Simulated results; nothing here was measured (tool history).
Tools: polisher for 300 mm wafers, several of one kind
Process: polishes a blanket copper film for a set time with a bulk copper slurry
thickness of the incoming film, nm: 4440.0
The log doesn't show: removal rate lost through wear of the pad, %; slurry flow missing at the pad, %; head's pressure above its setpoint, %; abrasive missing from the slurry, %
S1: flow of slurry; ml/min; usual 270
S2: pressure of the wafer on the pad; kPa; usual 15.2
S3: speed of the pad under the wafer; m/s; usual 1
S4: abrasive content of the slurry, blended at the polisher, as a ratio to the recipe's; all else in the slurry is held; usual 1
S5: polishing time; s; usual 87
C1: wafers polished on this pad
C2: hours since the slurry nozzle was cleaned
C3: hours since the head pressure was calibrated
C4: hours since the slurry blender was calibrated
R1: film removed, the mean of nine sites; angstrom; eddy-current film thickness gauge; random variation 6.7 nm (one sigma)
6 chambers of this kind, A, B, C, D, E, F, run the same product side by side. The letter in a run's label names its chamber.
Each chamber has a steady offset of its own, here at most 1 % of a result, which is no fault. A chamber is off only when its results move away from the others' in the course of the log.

{"run": "1D", "day": 0.246, "S1": 270, "S2": 15.2, "S3": 1, "S4": 1, "S5": 87, "C1": 785, "C2": 233.5, "C3": 675.7, "C4": 174.6, "R1": 6354.3}
{"day": 0.454, "done": "chamber F: slurry blender recalibrated"}
{"day": 0.5, "done": "chamber F: head pressure recalibrated"}
{"run": "2C", "day": 0.617, "S1": 270, "S2": 15.2, "S3": 1, "S4": 1, "S5": 87, "C1": 341, "C2": 559, "C3": 688.2, "C4": 81, "R1": 6216.9}
{"day": 0.654, "done": "chamber F: worn pad replaced by a new one"}
{"day": 0.758, "done": "chamber E: worn pad replaced by a new one"}
{"day": 0.846, "done": "chamber D: worn pad replaced by a new one"}
{"run": "3E", "day": 1.075, "S1": 270, "S2": 15.2, "S3": 1, "S4": 1, "S5": 87, "C1": 93, "C2": 191.1, "C3": 616.8, "C4": 47.2, "R1": 6284.7}
{"run": "4F", "day": 1.492, "S1": 270, "S2": 15.2, "S3": 1, "S4": 1, "S5": 87, "C1": 245, "C2": 176.9, "C3": 23.9, "C4": 25, "R1": 6322.4}
{"run": "5B", "day": 1.933, "S1": 270, "S2": 15.2, "S3": 1, "S4": 1, "S5": 87, "C1": 848, "C2": 129.8, "C3": 330.1, "C4": 299.4, "R1": 6382.8}
{"day": 2.075, "done": "chamber A: worn pad replaced by a new one"}
{"run": "6A", "day": 2.262, "S1": 270, "S2": 15.2, "S3": 1, "S4": 1, "S5": 87, "C1": 55, "C2": 87.7, "C3": 414.8, "C4": 188.9, "R1": 6237.9}
{"day": 2.562, "done": "chamber C: worn pad replaced by a new one"}
{"run": "7C", "day": 2.696, "S1": 270, "S2": 15.2, "S3": 1, "S4": 1, "S5": 87, "C1": 39, "C2": 608.9, "C3": 738.1, "C4": 130.9, "R1": 6298.8}
{"day": 2.796, "done": "chamber E: head pressure recalibrated"}
{"run": "8B", "day": 3.204, "S1": 270, "S2": 15.2, "S3": 1, "S4": 1, "S5": 87, "C1": 1221, "C2": 160.3, "C3": 360.6, "C4": 329.9, "R1": 6244.5}
{"run": "9E", "day": 3.5, "S1": 270, "S2": 15.2, "S3": 1, "S4": 1, "S5": 87, "C1": 803, "C2": 249.3, "C3": 17, "C4": 105.4, "R1": 6294.7}
{"day": 3.812, "done": "chamber F: worn pad replaced by a new one"}
{"run": "10A", "day": 3.971, "S1": 270, "S2": 15.2, "S3": 1, "S4": 1, "S5": 87, "C1": 555, "C2": 128.7, "C3": 455.8, "C4": 229.9, "R1": 6342.7}
{"run": "11D", "day": 4.308, "S1": 270, "S2": 17.2, "S3": 1, "S4": 1, "S5": 87, "C1": 1014, "C2": 331, "C3": 773.2, "C4": 272.1, "R1": 7131.4}
{"day": 4.512, "done": "chamber D: worn pad replaced by a new one"}
{"day": 4.783, "done": "chamber A: worn pad replaced by a new one"}
{"run": "12F", "day": 4.788, "S1": 270, "S2": 17.2, "S3": 1, "S4": 1, "S5": 87, "C1": 286, "C2": 256, "C3": 103, "C4": 104.1, "R1": 7165.6}
{"day": 5.171, "done": "chamber E: worn pad replaced by a new one"}
{"run": "13A", "day": 5.212, "S1": 270, "S2": 17.2, "S3": 1, "S4": 1, "S5": 87, "C1": 125, "C2": 158.5, "C3": 485.6, "C4": 259.7, "R1": 7252.3}
{"run": "14D", "day": 5.596, "S1": 270, "S2": 17.2, "S3": 1, "S4": 1, "S5": 87, "C1": 317, "C2": 361.9, "C3": 804.1, "C4": 303, "R1": 7230}
{"day": 5.642, "done": "chamber C: worn pad replaced by a new one"}
{"run": "15E", "day": 5.975, "S1": 270, "S2": 17.2, "S3": 1, "S4": 1, "S5": 87, "C1": 236, "C2": 308.7, "C3": 76.4, "C4": 164.8, "R1": 7074}
{"run": "16C", "day": 6.408, "S1": 270, "S2": 17.2, "S3": 1, "S4": 1, "S5": 87, "C1": 224, "C2": 698, "C3": 827.2, "C4": 220, "R1": 6996.5}
{"day": 6.533, "done": "chamber B: slurry blender recalibrated"}
{"day": 6.562, "done": "chamber F: worn pad replaced by a new one"}
{"day": 6.817, "done": "chamber F: slurry nozzle cleaned"}
{"run": "17B", "day": 6.883, "S1": 270, "S2": 15.2, "S3": 1, "S4": 1, "S5": 87, "C1": 2298, "C2": 248.6, "C3": 448.9, "C4": 8.4, "R1": 6182.3}
{"run": "18F", "day": 7.138, "S1": 270, "S2": 15.2, "S3": 1, "S4": 1, "S5": 87, "C1": 169, "C2": 7.8, "C3": 159.4, "C4": 160.5, "R1": 6279.4}
{"day": 7.488, "done": "chamber C: slurry nozzle cleaned"}
{"run": "19E", "day": 7.496, "S1": 270, "S2": 15.2, "S3": 1, "S4": 1, "S5": 87, "C1": 682, "C2": 345.2, "C3": 112.9, "C4": 201.3, "R1": 6299.6}
{"day": 7.542, "done": "chamber D: worn pad replaced by a new one"}
{"day": 7.671, "done": "chamber A: worn pad replaced by a new one"}
{"run": "20B", "day": 7.917, "S1": 270, "S2": 15.2, "S3": 1, "S4": 1, "S5": 87, "C1": 2601, "C2": 273.4, "C3": 473.7, "C4": 33.2, "R1": 6151.4}
{"day": 8.288, "done": "chamber F: slurry blender recalibrated"}
{"run": "21D", "day": 8.321, "S1": 190, "S2": 15.2, "S3": 1, "S4": 1, "S5": 87, "C1": 228, "C2": 427.3, "C3": 869.5, "C4": 368.4, "R1": 6149.8}
{"run": "22A", "day": 8.804, "S1": 190, "S2": 15.2, "S3": 1, "S4": 1, "S5": 87, "C1": 331, "C2": 244.7, "C3": 571.8, "C4": 345.9, "R1": 6025.8}
{"day": 8.879, "done": "chamber C: worn pad replaced by a new one"}
{"run": "23F", "day": 9.046, "S1": 190, "S2": 15.2, "S3": 1, "S4": 1, "S5": 87, "C1": 728, "C2": 53.6, "C3": 205.2, "C4": 18.3, "R1": 5980.5}
{"day": 9.088, "done": "chamber E: worn pad replaced by a new one"}
{"run": "24C", "day": 9.392, "S1": 190, "S2": 15.2, "S3": 1, "S4": 1, "S5": 87, "C1": 150, "C2": 45.8, "C3": 898.8, "C4": 291.6, "R1": 6060.5}
{"day": 9.412, "done": "chamber F: worn pad replaced by a new one"}
{"day": 9.804, "done": "chamber C: slurry blender recalibrated"}
{"run": "25F", "day": 9.883, "S1": 190, "S2": 15.2, "S3": 1, "S4": 1, "S5": 87, "C1": 138, "C2": 73.7, "C3": 225.3, "C4": 38.4, "R1": 5947.2}
{"run": "26E", "day": 10.388, "S1": 190, "S2": 15.2, "S3": 1, "S4": 1, "S5": 87, "C1": 381, "C2": 414.6, "C3": 182.3, "C4": 270.7, "R1": 5952.6}
{"day": 10.6, "done": "chamber D: slurry nozzle cleaned"}
{"run": "27B", "day": 10.758, "S1": 270, "S2": 15.2, "S3": 1, "S4": 1, "S5": 87, "C1": 3433, "C2": 341.6, "C3": 541.9, "C4": 101.4, "R1": 5986.8}
{"day": 11.042, "done": "chamber D: worn pad replaced by a new one"}
{"day": 11.225, "done": "chamber A: worn pad replaced by a new one"}
{"run": "28C", "day": 11.225, "S1": 270, "S2": 15.2, "S3": 1, "S4": 1, "S5": 87, "C1": 687, "C2": 89.8, "C3": 942.8, "C4": 34.2, "R1": 6352.8}
{"day": 11.371, "done": "chamber E: slurry nozzle cleaned"}
{"run": "29A", "day": 11.604, "S1": 270, "S2": 15.2, "S3": 1, "S4": 1, "S5": 87, "C1": 111, "C2": 311.9, "C3": 639, "C4": 413.1, "R1": 6271.7}
{"day": 11.838, "done": "chamber D: slurry blender recalibrated"}
{"run": "30D", "day": 11.917, "S1": 270, "S2": 15.2, "S3": 1, "S4": 1, "S5": 87, "C1": 257, "C2": 31.6, "C3": 955.8, "C4": 1.9, "R1": 6294.6}
{"run": "31F", "day": 12.267, "S1": 225, "S2": 15.2, "S3": 1, "S4": 1, "S5": 87, "C1": 836, "C2": 130.9, "C3": 282.5, "C4": 95.6, "R1": 6105}
{"day": 12.283, "done": "chamber A: slurry blender recalibrated"}
{"day": 12.483, "done": "chamber C: worn pad replaced by a new one"}
{"run": "32A", "day": 12.504, "S1": 225, "S2": 15.2, "S3": 1, "S4": 1, "S5": 87, "C1": 374, "C2": 333.5, "C3": 660.6, "C4": 5.4, "R1": 6243.7}
{"day": 12.512, "done": "chamber F: worn pad replaced by a new one"}
{"run": "33E", "day": 12.796, "S1": 225, "S2": 15.2, "S3": 1, "S4": 1, "S5": 87, "C1": 1087, "C2": 34.2, "C3": 240.1, "C4": 328.5, "R1": 6185.4}
{"run": "34D", "day": 13.162, "S1": 225, "S2": 15.2, "S3": 1, "S4": 1, "S5": 87, "C1": 622, "C2": 61.5, "C3": 985.7, "C4": 31.8, "R1": 6291.5}
{"day": 13.392, "done": "chamber B: slurry nozzle cleaned"}
{"run": "35C", "day": 13.65, "S1": 225, "S2": 15.2, "S3": 1, "S4": 1, "S5": 87, "C1": 342, "C2": 148, "C3": 1001, "C4": 92.4, "R1": 6043.5}
{"day": 13.729, "done": "chamber E: worn pad replaced by a new one"}
{"run": "36B", "day": 14.129, "S1": 225, "S2": 15.2, "S3": 1, "S4": 1, "S5": 87, "C1": 4420, "C2": 17.8, "C3": 622.8, "C4": 182.3, "R1": 5845.4}
{"day": 14.15, "done": "chamber A: worn pad replaced by a new one"}
{"day": 14.442, "done": "chamber F: head pressure recalibrated"}
{"run": "37F", "day": 14.596, "S1": 270, "S2": 15.2, "S3": 1, "S4": 1, "S5": 87, "C1": 610, "C2": 186.8, "C3": 3.7, "C4": 151.5, "R1": 6388.1}
{"run": "38A", "day": 14.95, "S1": 270, "S2": 15.2, "S3": 1, "S4": 1, "S5": 87, "C1": 234, "C2": 392.2, "C3": 719.3, "C4": 64.1, "R1": 6440.6}
{"day": 14.967, "done": "chamber D: worn pad replaced by a new one"}
{"day": 15.154, "done": "chamber C: head pressure recalibrated"}
{"run": "39D", "day": 15.258, "S1": 270, "S2": 15.2, "S3": 1, "S4": 1, "S5": 87, "C1": 86, "C2": 111.8, "C3": 1036, "C4": 82.1, "R1": 6329.8}
{"day": 15.371, "done": "chamber C: worn pad replaced by a new one"}
{"run": "40C", "day": 15.558, "S1": 270, "S2": 15.2, "S3": 1, "S4": 1, "S5": 87, "C1": 55, "C2": 193.8, "C3": 9.7, "C4": 138.2, "R1": 6211}
{"run": "41E", "day": 15.804, "S1": 270, "S2": 15.2, "S3": 1, "S4": 1, "S5": 87, "C1": 608, "C2": 106.4, "C3": 312.3, "C4": 400.7, "R1": 6239.2}

What goes on in this fleet: one chamber off, a drifting gauge, or nothing beyond the chambers' own small offsets? Name the chamber and the cause, if any.

Chamber B drifts away from the others.
Cause: removal rate lost through wear of the pad, % = 7.42.
The log may not tell that from: head's pressure below its setpoint, %.

Here are 4 candidates for chamber B's next run, each the usual settings with a change, their results left as question marks. Which one brings its results back in line with what the others give on the usual settings?
In line means no further than this from the other chambers' mean on the usual settings: R1 240 angstrom
{"run": "42B-1", "day": 16.171, "S1": 270, "S2": 15.2, "S3": 1.04, "S4": 1, "S5": 90, "R1": "?"}
{"run": "42B-2", "day": 16.171, "S1": 270, "S2": 15.2, "S3": 0.88, "S4": 1, "S5": 87, "R1": "?"}
{"run": "42B-3", "day": 16.171, "S1": 270, "S2": 15.2, "S3": 1.14, "S4": 1, "S5": 87, "R1": "?"}
{"run": "42B-4", "day": 16.171, "S1": 270, "S2": 15.2, "S3": 0.96, "S4": 1, "S5": 84, "R1": "?"}

The other chambers' mean on the usual settings: R1 6286.2 angstrom
run=42B-1 R1=6345.2
run=42B-2 R1=5176.4
run=42B-3 R1=6732
run=42B-4 R1=5460.1
42B-1 brings the chamber back in line.
